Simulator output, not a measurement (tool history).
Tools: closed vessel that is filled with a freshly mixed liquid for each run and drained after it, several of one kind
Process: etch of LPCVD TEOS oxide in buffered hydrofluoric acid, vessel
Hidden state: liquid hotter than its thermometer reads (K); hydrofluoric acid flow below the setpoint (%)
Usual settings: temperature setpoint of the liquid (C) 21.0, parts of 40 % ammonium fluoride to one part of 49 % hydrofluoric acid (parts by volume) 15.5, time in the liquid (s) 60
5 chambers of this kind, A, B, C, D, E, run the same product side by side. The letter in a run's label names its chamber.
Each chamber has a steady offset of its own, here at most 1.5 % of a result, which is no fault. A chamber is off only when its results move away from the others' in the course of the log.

| run | hour | temperature setpoint of the liquid (C) | parts of 40 % ammonium fluoride to one part of 49 % hydrofluoric acid (parts by volume) | time in the liquid (s) | hours since the thermometer was replaced | hours since the hydrofluoric acid flow meter was replaced | read-back film thickness of the LPCVD TEOS oxide reference wafer, read on the same gauge (nm) | thickness taken off the LPCVD TEOS oxide on a monitor wafer (Å) |
|---|---|---|---|---|---|---|---|---|
| 1E | 10.1 | 21.0 | 15.5 | 60 | 902.6 | 338.6 | 140.03 | 836.12 |
| 2B | 18.8 | 21.0 | 15.5 | 60 | 1303.9 | 1267.3 | 139.98 | 848.35 |
| 3A | 24.4 | 21.0 | 15.5 | 60 | 784.1 | 1716.1 | 139.99 | 835.89 |
| 4D | 33.7 | 21.0 | 15.5 | 60 | 236.5 | 692.1 | 140.00 | 817.60 |
| 5C | 41.1 | 21.0 | 15.5 | 60 | 1946.7 | 408.4 | 139.98 | 857.68 |
| 6E | 48.8 | 21.0 | 15.5 | 60 | 941.3 | 377.3 | 140.02 | 837.79 |
| 7D | 55.4 | 21.0 | 15.5 | 60 | 258.2 | 713.8 | 140.02 | 839.74 |
| 8C | 61.7 | 21.0 | 15.5 | 60 | 1967.3 | 429.0 | 140.03 | 845.74 |
| 9B | 66.8 | 21.0 | 15.5 | 60 | 1351.9 | 1315.3 | 139.99 | 847.34 |
| 10A | 74.7 | 21.0 | 15.5 | 60 | 834.4 | 1766.4 | 139.99 | 836.82 |
| 11B | 85.2 | 21.0 | 15.5 | 60 | 1370.3 | 1333.7 | 140.02 | 857.56 |
| 12D | 96.6 | 21.0 | 15.5 | 60 | 299.4 | 755.0 | 139.99 | 834.25 |
|  | 103.3 | chamber C: thermometer replaced |
| 13A | 105.0 | 21.0 | 15.5 | 60 | 864.7 | 1796.7 | 139.97 | 835.91 |
| 14E | 112.0 | 21.0 | 15.5 | 60 | 1004.5 | 440.5 | 140.02 | 828.62 |
| 15C | 121.3 | 21.0 | 15.5 | 60 | 18.0 | 488.6 | 139.96 | 846.77 |
| 16C | 126.4 | 21.0 | 15.5 | 60 | 23.1 | 493.7 | 140.03 | 851.00 |
| 17D | 135.3 | 21.0 | 15.5 | 60 | 338.1 | 793.7 | 140.00 | 831.72 |
| 18A | 140.5 | 24.5 | 15.5 | 50 | 900.2 | 1832.2 | 140.03 | 842.33 |
|  | 142.3 | chamber E: thermometer replaced |
| 19E | 148.4 | 24.5 | 15.5 | 50 | 6.2 | 476.9 | 140.04 | 844.67 |
| 20B | 159.8 | 24.5 | 15.5 | 50 | 1444.9 | 1408.3 | 139.98 | 853.29 |
| 21C | 167.0 | 24.5 | 15.5 | 50 | 63.7 | 534.3 | 139.99 | 845.04 |
| 22E | 176.6 | 24.5 | 15.5 | 50 | 34.4 | 505.1 | 140.01 | 835.54 |
| 23B | 185.1 | 21.0 | 15.5 | 60 | 1470.2 | 1433.6 | 139.98 | 855.41 |
| 24D | 196.0 | 21.0 | 15.5 | 60 | 398.8 | 854.4 | 140.02 | 836.20 |
| 25A | 205.6 | 21.0 | 15.5 | 60 | 965.3 | 1897.3 | 139.98 | 824.47 |
| 26A | 213.3 | 21.0 | 15.5 | 60 | 973.0 | 1905.0 | 139.99 | 842.68 |
| 27D | 224.6 | 21.0 | 15.5 | 60 | 427.4 | 883.0 | 140.02 | 828.70 |
|  | 226.1 | chamber A: hydrofluoric acid flow meter replaced |
| 28E | 230.8 | 21.0 | 15.5 | 40 | 88.6 | 559.3 | 140.05 | 552.77 |
| 29C | 241.5 | 21.0 | 15.5 | 40 | 138.2 | 608.8 | 139.95 | 541.01 |
| 30B | 249.3 | 21.0 | 15.5 | 40 | 1534.4 | 1497.8 | 140.01 | 559.84 |
| 31B | 259.3 | 21.0 | 15.5 | 40 | 1544.4 | 1507.8 | 139.98 | 568.60 |
| 32D | 267.5 | 21.0 | 15.5 | 40 | 470.3 | 925.9 | 139.96 | 549.72 |
| 33E | 277.3 | 21.0 | 15.5 | 60 | 135.1 | 605.8 | 139.99 | 825.69 |
| 34C | 282.5 | 21.0 | 15.5 | 60 | 179.2 | 649.8 | 139.96 | 800.72 |
| 35A | 292.1 | 21.0 | 15.5 | 95 | 1051.8 | 66.0 | 139.97 | 1332.20 |
| 36C | 300.3 | 21.0 | 15.5 | 95 | 197.0 | 667.6 | 140.00 | 1287.80 |
| 37D | 306.2 | 21.0 | 15.5 | 95 | 509.0 | 964.6 | 140.01 | 1315.10 |
| 38E | 311.3 | 21.0 | 15.5 | 95 | 169.1 | 639.8 | 139.99 | 1328.40 |
| 39A | 318.5 | 21.0 | 15.5 | 95 | 1078.2 | 92.4 | 139.95 | 1342.90 |

What goes on in this fleet: one chamber off, a drifting gauge, or nothing beyond the chambers' own small offsets? Name the chamber and the cause, if any.

Chamber C drifts away from the others.
Cause: hydrofluoric acid flow below the setpoint (%) = 5.27.
The log may not tell that from: liquid colder than its thermometer reads (K).

Here are 4 candidates for chamber C's next run, each the usual settings with a change, their results left as question marks. Which one brings its results back in line with what the others give on the usual settings?
In line means no further than this from the other chambers' mean on the usual settings: thickness taken off the LPCVD TEOS oxide on a monitor wafer (Å) 26.00
| 40C-1 | 326.7 | 21.0 | 17.0 | 60 |  |  |  | ? |
| 40C-2 | 326.7 | 21.0 | 16.0 | 60 |  |  |  | ? |
| 40C-3 | 326.7 | 21.0 | 15.0 | 60 |  |  |  | ? |
| 40C-4 | 326.7 | 21.0 | 14.0 | 60 |  |  |  | ? |

The other chambers' mean on the usual settings: thickness taken off the LPCVD TEOS oxide on a monitor wafer (Å) 839.15
| run | thickness taken off the LPCVD TEOS oxide on a monitor wafer (Å) |
|---|---|
| 40C-1 | 735.06 |
| 40C-2 | 779.74 |
| 40C-3 | 830.24 |
| 40C-4 | 887.66 |
40C-3 brings the chamber back in line.

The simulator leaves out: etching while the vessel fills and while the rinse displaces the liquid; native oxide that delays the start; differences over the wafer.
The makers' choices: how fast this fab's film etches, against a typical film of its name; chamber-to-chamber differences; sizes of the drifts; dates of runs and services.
